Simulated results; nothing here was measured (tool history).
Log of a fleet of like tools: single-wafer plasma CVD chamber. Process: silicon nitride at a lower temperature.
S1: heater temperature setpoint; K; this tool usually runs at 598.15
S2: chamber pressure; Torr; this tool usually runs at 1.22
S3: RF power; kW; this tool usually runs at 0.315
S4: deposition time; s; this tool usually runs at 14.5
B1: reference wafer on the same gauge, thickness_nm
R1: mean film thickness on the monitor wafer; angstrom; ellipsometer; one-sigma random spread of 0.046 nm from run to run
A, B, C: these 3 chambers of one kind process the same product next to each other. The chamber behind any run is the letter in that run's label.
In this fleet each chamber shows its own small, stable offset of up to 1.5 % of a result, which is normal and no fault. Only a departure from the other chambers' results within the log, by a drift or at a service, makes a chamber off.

run	hour	S1	S2	S3	S4	B1	R1
1B	12.9	598.15	1.22	0.315	14.5	13.5	165.32
2C	22.3	598.15	1.22	0.315	14.5	13.5	165.27
3A	36.7	598.15	1.22	0.315	14.5	13.505	163
4C	44.8	598.15	1.22	0.315	14.5	13.502	164.63
5A	59.5	598.15	1.22	0.315	14.5	13.499	163.1
6B	71.4	598.15	1.07	0.315	14.5	13.503	159.64
7C	83.7	598.15	1.07	0.315	14.5	13.497	157.57
8B	91.8	598.15	1.07	0.315	14.5	13.494	160
9A	105.5	598.15	1.1	0.315	15.4	13.498	167.63
10A	117.1	598.15	1.1	0.315	15.4	13.497	168.24
11C	128.6	598.15	1.1	0.315	15.4	13.505	169.6
12B	136.8	598.15	1.22	0.315	14.5	13.501	166.11
13A	146.8	598.15	1.22	0.315	14.5	13.497	162.22
14C	161.4	598.15	1.22	0.315	14.5	13.511	163.51
15B	172.8	598.15	1.22	0.315	14.5	13.507	166.28
16A	179.5	598.15	1.22	0.315	14.5	13.489	162.68
17C	186.6	598.15	1.48	0.315	14.5	13.497	171.95
18B	192.9	598.15	1.48	0.315	14.5	13.499	175.03
19A	205.3	598.15	1.48	0.315	14.5	13.488	172.11
20C	219	598.15	1.22	0.315	14.5	13.501	162.24
21B	227.3	598.15	1.22	0.315	14.5	13.506	165.43
22C	240.4	598.15	1.51	0.26	14.5	13.488	150.7
23A	252.7	598.15	1.51	0.26	14.5	13.491	151.88
24B	262.7	598.15	1.51	0.26	14.5	13.499	154.69
25C	270.6	598.15	1.22	0.36	14.5	13.51	176.07
26A	277.1	598.15	1.22	0.36	14.5	13.503	178.55
27B	284.1	598.15	1.22	0.36	14.5	13.495	180.93
28B	290.8	598.15	1.22	0.315	14.5	13.5	166.16
29A	302	598.15	1.22	0.315	14.5	13.51	163.39
30C	308.4	598.15	1.22	0.315	14.5	13.508	160.13
31B	316.3	598.15	1.22	0.315	14.5	13.505	166.21
32A	328.5	598.15	1.22	0.315	14.5	13.503	163.65
33C	338.3	598.15	1.22	0.315	14.5	13.498	159.86
34C	344.8	598.15	1.22	0.315	14.5	13.503	161.05
35B	351.7	598.15	1.22	0.315	14.5	13.504	165.79
36A	362.7	598.15	1.22	0.315	14.5	13.496	163.53
37B	374	598.15	1.22	0.315	14.5	13.505	165.31
38C	380.6	598.15	1.22	0.315	14.5	13.501	160.23
39A	394.5	598.15	1.22	0.315	14.5	13.5	162.96
40B	403.4	598.15	1.22	0.315	14.5	13.505	166.14
# hour 412.6: chamber A: capacitance manometer re-zeroed and calibrated
41C	417.7	598.15	1.22	0.315	14.5	13.499	159.93
42A	426.5	598.15	1.22	0.315	14.5	13.501	162.21
43A	440.8	598.15	1.22	0.315	14.5	13.494	162.82

Read the log: is a single chamber off, either drifting away or since a service, is the gauge that measures every chamber drifting, or is nothing wrong beyond small per-chamber offsets? Name any odd chamber and what most likely caused it.

One chamber, C, drifts off from the rest bit by bit.
Cause: delivered RF power below the setpoint (%) = 5.01.

Chamber C could run next with any of the 4 candidate recipes listed below; each alters the usual settings, and their results appear as question marks. Which one brings its results back in line with what the other chambers deliver on the usual settings?
In-line tolerance around the mean of the other chambers on the usual settings: R1 1.6 angstrom
44C-1	451.4	598.15	1.23	0.315	14.7		?
44C-2	451.4	598.15	1.22	0.31	14.2		?
44C-3	451.4	598.15	1.22	0.315	14.3		?
44C-4	451.4	598.15	1.35	0.315	14.5		?

What the other chambers average on the usual settings: R1 164.29 angstrom
run	R1
44C-1	161.47
44C-2	153.93
44C-3	156.7
44C-4	163.72
It is 44C-4 that realigns the chamber with its peers.
